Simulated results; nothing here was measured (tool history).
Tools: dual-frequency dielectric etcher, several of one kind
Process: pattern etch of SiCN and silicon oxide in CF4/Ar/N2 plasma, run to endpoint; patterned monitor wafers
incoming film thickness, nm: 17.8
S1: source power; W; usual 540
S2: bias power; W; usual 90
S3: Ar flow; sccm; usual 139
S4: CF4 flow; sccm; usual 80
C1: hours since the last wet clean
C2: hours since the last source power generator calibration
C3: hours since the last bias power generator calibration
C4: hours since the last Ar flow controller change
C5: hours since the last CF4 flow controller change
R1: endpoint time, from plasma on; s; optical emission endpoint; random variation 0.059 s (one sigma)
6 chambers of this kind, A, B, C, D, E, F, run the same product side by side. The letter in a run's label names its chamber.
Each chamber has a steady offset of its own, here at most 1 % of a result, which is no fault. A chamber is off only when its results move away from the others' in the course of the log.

run 1F hour=3.8 | S1=540 S2=90 S3=139 S4=80 | C1=454.8 C2=2014.6 C3=905.3 C4=1423.6 C5=494.4 | R1=16.864
run 2E hour=8.2 | S1=540 S2=90 S3=139 S4=80 | C1=265.7 C2=2282.7 C3=1305.5 C4=2708.9 C5=626.3 | R1=16.986
run 3B hour=13 | S1=540 S2=90 S3=139 S4=80 | C1=282.5 C2=3074.8 C3=1302.4 C4=743.3 C5=59.3 | R1=16.8
run 4C hour=16.5 | S1=540 S2=90 S3=139 S4=80 | C1=112.3 C2=1984.2 C3=1834.7 C4=1171.4 C5=265.3 | R1=16.817
run 5D hour=18.6 | S1=540 S2=90 S3=139 S4=80 | C1=50.9 C2=1717.4 C3=3633.5 C4=3889.3 C5=173.7 | R1=17.013
run 6A hour=23.4 | S1=540 S2=90 S3=139 S4=80 | C1=82.8 C2=701.2 C3=1574.2 C4=320.4 C5=698.8 | R1=16.894
run 7B hour=27.2 | S1=540 S2=90 S3=139 S4=80 | C1=296.7 C2=3089 C3=1316.6 C4=757.5 C5=73.5 | R1=16.739
run 8F hour=29.3 | S1=540 S2=90 S3=139 S4=80 | C1=480.3 C2=2040.1 C3=930.8 C4=1449.1 C5=519.9 | R1=16.733
run 9A hour=32.3 | S1=540 S2=90 S3=139 S4=80 | C1=91.7 C2=710.1 C3=1583.1 C4=329.3 C5=707.7 | R1=16.661
-- hour=34.5 chamber D: bias power generator calibrated
run 10E hour=35.1 | S1=540 S2=90 S3=139 S4=80 | C1=292.6 C2=2309.6 C3=1332.4 C4=2735.8 C5=653.2 | R1=17.024
run 11D hour=37.5 | S1=540 S2=90 S3=139 S4=80 | C1=69.8 C2=1736.3 C3=3.1 C4=3908.2 C5=192.6 | R1=16.775
run 12C hour=41.8 | S1=540 S2=90 S3=139 S4=80 | C1=137.6 C2=2009.5 C3=1860 C4=1196.7 C5=290.6 | R1=16.659
run 13C hour=44.8 | S1=540 S2=90 S3=139 S4=80 | C1=140.6 C2=2012.5 C3=1863 C4=1199.7 C5=293.6 | R1=16.76
run 14F hour=47.4 | S1=540 S2=90 S3=139 S4=80 | C1=498.4 C2=2058.2 C3=948.9 C4=1467.2 C5=538 | R1=16.852
run 15A hour=51.1 | S1=540 S2=90 S3=139 S4=80 | C1=110.5 C2=728.9 C3=1601.9 C4=348.1 C5=726.5 | R1=16.752
run 16B hour=54 | S1=540 S2=90 S3=139 S4=80 | C1=323.5 C2=3115.8 C3=1343.4 C4=784.3 C5=100.3 | R1=16.814
run 17D hour=58.9 | S1=540 S2=90 S3=120 S4=62 | C1=91.2 C2=1757.7 C3=24.5 C4=3929.6 C5=214 | R1=17.165
run 18E hour=61.9 | S1=540 S2=90 S3=120 S4=62 | C1=319.4 C2=2336.4 C3=1359.2 C4=2762.6 C5=680 | R1=17.181
run 19F hour=65.5 | S1=540 S2=90 S3=120 S4=62 | C1=516.5 C2=2076.3 C3=967 C4=1485.3 C5=556.1 | R1=17.125
run 20A hour=67.6 | S1=540 S2=90 S3=120 S4=62 | C1=127 C2=745.4 C3=1618.4 C4=364.6 C5=743 | R1=17.149
run 21D hour=71.3 | S1=540 S2=90 S3=120 S4=62 | C1=103.6 C2=1770.1 C3=36.9 C4=3942 C5=226.4 | R1=17.093
run 22C hour=74.1 | S1=540 S2=90 S3=120 S4=62 | C1=169.9 C2=2041.8 C3=1892.3 C4=1229 C5=322.9 | R1=17.034
run 23B hour=77.9 | S1=540 S2=90 S3=139 S4=80 | C1=347.4 C2=3139.7 C3=1367.3 C4=808.2 C5=124.2 | R1=16.877
run 24E hour=82.8 | S1=540 S2=90 S3=139 S4=80 | C1=340.3 C2=2357.3 C3=1380.1 C4=2783.5 C5=700.9 | R1=17.036
-- hour=83.3 chamber F: wet clean of the chamber
run 25A hour=86.6 | S1=540 S2=90 S3=139 S4=80 | C1=146 C2=764.4 C3=1637.4 C4=383.6 C5=762 | R1=17.095
run 26B hour=89 | S1=540 S2=90 S3=139 S4=80 | C1=358.5 C2=3150.8 C3=1378.4 C4=819.3 C5=135.3 | R1=16.811
run 27C hour=92.8 | S1=540 S2=90 S3=139 S4=80 | C1=188.6 C2=2060.5 C3=1911 C4=1247.7 C5=341.6 | R1=16.582
run 28F hour=95.3 | S1=540 S2=90 S3=155 S4=95 | C1=12 C2=2106.1 C3=996.8 C4=1515.1 C5=585.9 | R1=16.699
run 29E hour=98.3 | S1=540 S2=90 S3=155 S4=95 | C1=355.8 C2=2372.8 C3=1395.6 C4=2799 C5=716.4 | R1=16.734
run 30D hour=100.8 | S1=540 S2=90 S3=155 S4=95 | C1=133.1 C2=1799.6 C3=66.4 C4=3971.5 C5=255.9 | R1=16.642
run 31E hour=103.9 | S1=540 S2=90 S3=155 S4=95 | C1=361.4 C2=2378.4 C3=1401.2 C4=2804.6 C5=722 | R1=16.794
run 32B hour=108.7 | S1=540 S2=90 S3=155 S4=95 | C1=378.2 C2=3170.5 C3=1398.1 C4=839 C5=155 | R1=16.687
run 33C hour=111.5 | S1=540 S2=90 S3=155 S4=95 | C1=207.3 C2=2079.2 C3=1929.7 C4=1266.4 C5=360.3 | R1=16.501
run 34F hour=114.9 | S1=540 S2=90 S3=139 S4=80 | C1=31.6 C2=2125.7 C3=1016.4 C4=1534.7 C5=605.5 | R1=16.86
run 35D hour=117.5 | S1=540 S2=90 S3=139 S4=80 | C1=149.8 C2=1816.3 C3=83.1 C4=3988.2 C5=272.6 | R1=16.9
run 36A hour=121.3 | S1=540 S2=90 S3=139 S4=80 | C1=180.7 C2=799.1 C3=1672.1 C4=418.3 C5=796.7 | R1=17.159
run 37E hour=123.8 | S1=540 S2=90 S3=139 S4=80 | C1=381.3 C2=2398.3 C3=1421.1 C4=2824.5 C5=741.9 | R1=16.947
run 38F hour=128.4 | S1=540 S2=90 S3=139 S4=80 | C1=45.1 C2=2139.2 C3=1029.9 C4=1548.2 C5=619 | R1=16.903
run 39A hour=130.9 | S1=540 S2=90 S3=139 S4=80 | C1=190.3 C2=808.7 C3=1681.7 C4=427.9 C5=806.3 | R1=17.086
run 40C hour=135.7 | S1=540 S2=90 S3=139 S4=80 | C1=231.5 C2=2103.4 C3=1953.9 C4=1290.6 C5=384.5 | R1=16.666
run 41D hour=140 | S1=540 S2=90 S3=139 S4=80 | C1=172.3 C2=1838.8 C3=105.6 C4=4010.7 C5=295.1 | R1=16.871
run 42B hour=143.1 | S1=490 S2=90 S3=139 S4=64 | C1=412.6 C2=3204.9 C3=1432.5 C4=873.4 C5=189.4 | R1=18.897
run 43A hour=147.5 | S1=490 S2=90 S3=139 S4=64 | C1=206.9 C2=825.3 C3=1698.3 C4=444.5 C5=822.9 | R1=19.407
run 44D hour=150.3 | S1=490 S2=90 S3=139 S4=64 | C1=182.6 C2=1849.1 C3=115.9 C4=4021 C5=305.4 | R1=19.171

What goes on in this fleet: one chamber off, a drifting gauge, or nothing beyond the chambers' own small offsets? Name the chamber and the cause, if any.

Chamber A drifts away from the others.
Cause: source power that arrives under what is set, % = 3.47.
The log may not tell that from: etch rate under this chamber's usual, %.

Here are 4 candidates for chamber A's next run, each the usual settings with a change, their results left as question marks. Which one brings its results back in line with what the others give on the usual settings?
In line means no further than this from the other chambers' mean on the usual settings: R1 0.21 s
run 45A-1 hour=153.8 | S1=540 S2=90 S3=100 S4=80 | R1=?
run 45A-2 hour=153.8 | S1=540 S2=90 S3=139 S4=66 | R1=?
run 45A-3 hour=153.8 | S1=540 S2=97 S3=139 S4=80 | R1=?
run 45A-4 hour=153.8 | S1=540 S2=80 S3=146 S4=80 | R1=?

The other chambers' mean on the usual settings: R1 16.829 s
run=45A-1 R1=16.531
run=45A-2 R1=17.834
run=45A-3 R1=16.849
run=45A-4 R1=18.205
45A-3 brings the chamber back in line.

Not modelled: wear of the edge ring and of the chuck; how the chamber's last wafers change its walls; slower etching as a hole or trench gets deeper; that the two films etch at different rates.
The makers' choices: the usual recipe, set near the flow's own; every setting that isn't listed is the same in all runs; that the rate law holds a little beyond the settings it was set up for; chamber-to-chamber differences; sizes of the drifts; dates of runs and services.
